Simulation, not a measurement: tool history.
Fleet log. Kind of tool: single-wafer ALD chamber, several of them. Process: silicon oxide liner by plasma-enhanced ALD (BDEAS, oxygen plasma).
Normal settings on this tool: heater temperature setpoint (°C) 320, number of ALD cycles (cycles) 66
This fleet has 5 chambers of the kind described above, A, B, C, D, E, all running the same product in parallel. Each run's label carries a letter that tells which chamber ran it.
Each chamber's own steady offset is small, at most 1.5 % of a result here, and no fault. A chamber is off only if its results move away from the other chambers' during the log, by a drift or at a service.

run,hour,heater temperature setpoint (°C),number of ALD cycles (cycles),"read-back reference wafer on the same gauge, thickness_nm",mean film thickness on the monitor wafer (nm)
1A,11.3,320,66,5.2889,5.9753
2B,22.3,320,66,5.2892,5.9219
3D,32.9,320,66,5.2885,5.9881
4C,45.4,320,66,5.2871,5.9622
5E,55.1,306,56,5.2864,5.1537
6B,69.9,306,56,5.2881,5.1062
7E,80.8,306,56,5.2846,5.1639
8D,93.1,306,56,5.2845,5.1748
9A,102.0,306,56,5.2851,5.1708
10C,117.3,320,66,5.2831,5.9455
# hour 123.2: chamber C: thermocouple changed; heater temperature recalibrated
11D,131.6,320,66,5.2843,5.9869
12C,146.8,320,66,5.2820,5.9531
13E,159.5,320,66,5.2806,5.9452
14B,170.6,320,66,5.2801,5.9016
15A,181.9,320,66,5.2788,5.9756
16B,193.5,320,66,5.2801,5.8891
17E,204.1,320,66,5.2797,5.9600
18C,216.0,320,66,5.2785,5.9357
19A,223.1,334,55,5.2787,4.8753
20D,233.8,334,55,5.2760,4.8680
21B,243.1,334,55,5.2777,4.8096
22A,256.4,334,55,5.2769,4.8704
23E,267.7,334,55,5.2751,4.8651
24C,278.5,320,66,5.2767,5.9388
25D,286.7,320,66,5.2740,5.9775
26E,296.7,320,66,5.2742,5.9471
27A,309.1,314,71,5.2730,6.4717
28C,320.5,314,71,5.2723,6.4517
29D,335.2,314,71,5.2703,6.4697
30B,345.7,314,71,5.2716,6.3790
31D,352.8,314,71,5.2714,6.4678
32A,361.9,320,66,5.2716,5.9743
33B,373.0,320,66,5.2700,5.8897
34C,380.7,320,66,5.2686,5.9368
35E,393.5,320,66,5.2687,5.9392
36B,404.0,320,66,5.2676,5.8772
37C,416.6,320,66,5.2685,5.9291
38E,432.1,320,66,5.2673,5.9368
39A,447.6,320,66,5.2667,5.9592
40D,462.0,320,66,5.2647,5.9656

For the next run the whole fleet of 5 chambers uses the same settings. Give each chamber's results:
41A,473.2,320,66,,?
41B,473.2,320,66,,?
41C,473.2,320,66,,?
41D,473.2,320,66,,?
41E,473.2,320,66,,?

run,mean film thickness on the monitor wafer (nm)
41A,5.9564
41B,5.8698
41C,5.9147
41D,5.9588
41E,5.9382
